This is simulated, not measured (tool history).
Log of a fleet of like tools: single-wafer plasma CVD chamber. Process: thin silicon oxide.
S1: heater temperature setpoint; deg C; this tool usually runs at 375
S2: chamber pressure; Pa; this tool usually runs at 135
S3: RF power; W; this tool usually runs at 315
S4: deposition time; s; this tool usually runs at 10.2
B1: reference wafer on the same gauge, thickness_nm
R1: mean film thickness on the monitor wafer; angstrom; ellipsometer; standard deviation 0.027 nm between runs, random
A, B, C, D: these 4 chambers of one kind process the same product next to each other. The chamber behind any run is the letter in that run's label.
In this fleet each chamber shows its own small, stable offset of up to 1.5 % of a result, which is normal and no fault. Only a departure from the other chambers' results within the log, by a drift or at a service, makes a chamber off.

run	hour	S1	S2	S3	S4	B1	R1
1D	8.8	375	135	315	10.2	27.795	236.44
2B	14.2	375	135	315	10.2	27.803	236.99
# hour 17: chamber C: thermocouple changed; heater temperature recalibrated
3C	19.7	375	135	315	10.2	27.812	235.84
# hour 20.9: chamber B: RF generator calibrated
4A	27.8	375	135	315	10.2	27.812	233.38
5C	36.1	375	135	315	10.2	27.824	236.33
6B	43	375	135	315	10.2	27.826	236.93
7D	48.4	375	135	315	10.2	27.827	236.81
8A	53.9	375	135	315	10.2	27.836	232.66
9A	60.7	375	135	315	10.2	27.831	233.03
10B	70.7	375	135	315	10.2	27.834	237.53
11D	80.4	375	135	315	10.2	27.839	236.9
12C	86.7	375	135	315	10.2	27.845	236.75
13C	92.4	375	135	315	10.2	27.851	236.59
# hour 94: chamber D: RF generator calibrated
14A	100.9	375	135	315	10.2	27.855	233.16
15D	108.8	375	105	375	10.2	27.856	205.04
16B	114.7	375	105	375	10.2	27.858	205.93
17C	124	375	105	375	10.2	27.857	206.43
18D	131.7	375	105	375	10.2	27.864	204.92
19B	137.4	375	135	315	10.2	27.874	237.11
20A	146.5	375	135	315	10.2	27.873	233.62
21B	151	375	135	315	10.2	27.878	237.47
22C	156.1	375	135	255	10.2	27.875	216.97
23D	162.1	375	135	255	10.2	27.89	217.33
24A	168.4	375	135	255	10.2	27.879	213.21
25B	177.9	375	135	255	10.2	27.886	216.25
26C	186.1	375	135	315	10.2	27.886	237.24
27D	193	375	135	315	10.2	27.887	237
28A	202.2	375	135	315	10.2	27.896	233.68
29A	207.1	375	135	315	10.2	27.9	233.55
30D	212.4	375	135	315	10.2	27.907	237.07
31C	222	375	157	315	10.8	27.913	278.94
32B	228.7	375	157	315	10.8	27.908	278.99
33D	233.1	375	157	315	10.8	27.912	278.92
34B	242.9	375	157	315	10.8	27.928	279.52
35C	252.8	375	113	360	10.2	27.919	217.27
36A	260	375	113	360	10.2	27.94	214.79

Read the log: is a single chamber off, either drifting away or since a service, is the gauge that measures every chamber drifting, or is nothing wrong beyond small per-chamber offsets? Name any odd chamber and what most likely caused it.

The gauge drifts, so all chambers seem to drift together. No chamber is off.
Cause: gauge reads high (%) = 0.476.

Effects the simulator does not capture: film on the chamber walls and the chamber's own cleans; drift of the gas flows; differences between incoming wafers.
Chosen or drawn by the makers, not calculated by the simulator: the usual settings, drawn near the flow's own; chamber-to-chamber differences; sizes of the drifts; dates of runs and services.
